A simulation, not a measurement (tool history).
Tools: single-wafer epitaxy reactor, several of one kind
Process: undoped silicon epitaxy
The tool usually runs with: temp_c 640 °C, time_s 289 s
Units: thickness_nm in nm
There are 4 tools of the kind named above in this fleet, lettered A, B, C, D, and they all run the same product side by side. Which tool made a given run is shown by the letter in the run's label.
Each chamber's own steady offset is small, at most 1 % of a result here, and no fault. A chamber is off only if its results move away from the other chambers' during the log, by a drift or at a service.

run   hour  temp_c  time_s  read-back reference wafer on the same gauge, thickness_nm  thickness_nm
 1B    6.1     640     289                                                     45.493        39.270
 2A   18.0     640     289                                                     45.492        39.099
 3D   29.2     640     289                                                     45.473        38.767
 4C   38.7     640     289                                                     45.465        38.948
 5B   48.4     640     289                                                     45.464        39.120
 6A   54.2     640     289                                                     45.466        39.127
 7C   62.0     640     237                                                     45.477        32.008
 8D   70.7     640     237                                                     45.444        31.713
 9B   80.8     640     237                                                     45.435        31.991
10A   93.0     640     237                                                     45.434        32.038
11C  102.9     640     289                                                     45.422        38.916
12D  108.9     640     289                                                     45.427        38.698
13D  116.0     640     289                                                     45.425        38.670
14B  124.7     640     289                                                     45.398        39.077
15A  133.6     640     289                                                     45.395        39.031
16C  139.2     640     289                                                     45.396        38.875
17A  147.9     640     289                                                     45.388        38.988
18B  159.1     640     289                                                     45.384        38.969
19C  168.2     640     289                                                     45.390        38.853
20D  173.6     640     289                                                     45.377        38.607
21C  180.7     640     289                                                     45.353        38.918
22D  186.4     640     289                                                     45.360        38.678
23B  192.6     640     289                                                     45.363        39.074
24A  198.8     640     289                                                     45.352        39.006
25A  204.2     640     289                                                     45.360        39.037
26B  213.3     650     289                                                     45.341        48.773
27C  223.7     650     289                                                     45.335        48.326
28D  235.7     650     289                                                     45.328        48.253
29A  243.4     650     289                                                     45.320        48.488
30D  254.8     640     289                                                     45.319        38.577
31B  265.6     640     289                                                     45.305        39.044
32C  275.9     640     289                                                     45.299        38.812
33B  282.5     640     289                                                     45.302        38.903
34D  290.6     640     289                                                     45.288        38.524
35A  297.4     632     237                                                     45.274        26.664
36C  306.4     632     237                                                     45.268        26.636

What goes on in this fleet: one chamber off, a drifting gauge, or nothing beyond the chambers' own small offsets? Name the chamber and the cause, if any.

No chamber is off; the gauge reading every chamber's wafers drifts, which makes the whole fleet appear to move together.
What lies behind it: gauge reads low (%) = 0.502.

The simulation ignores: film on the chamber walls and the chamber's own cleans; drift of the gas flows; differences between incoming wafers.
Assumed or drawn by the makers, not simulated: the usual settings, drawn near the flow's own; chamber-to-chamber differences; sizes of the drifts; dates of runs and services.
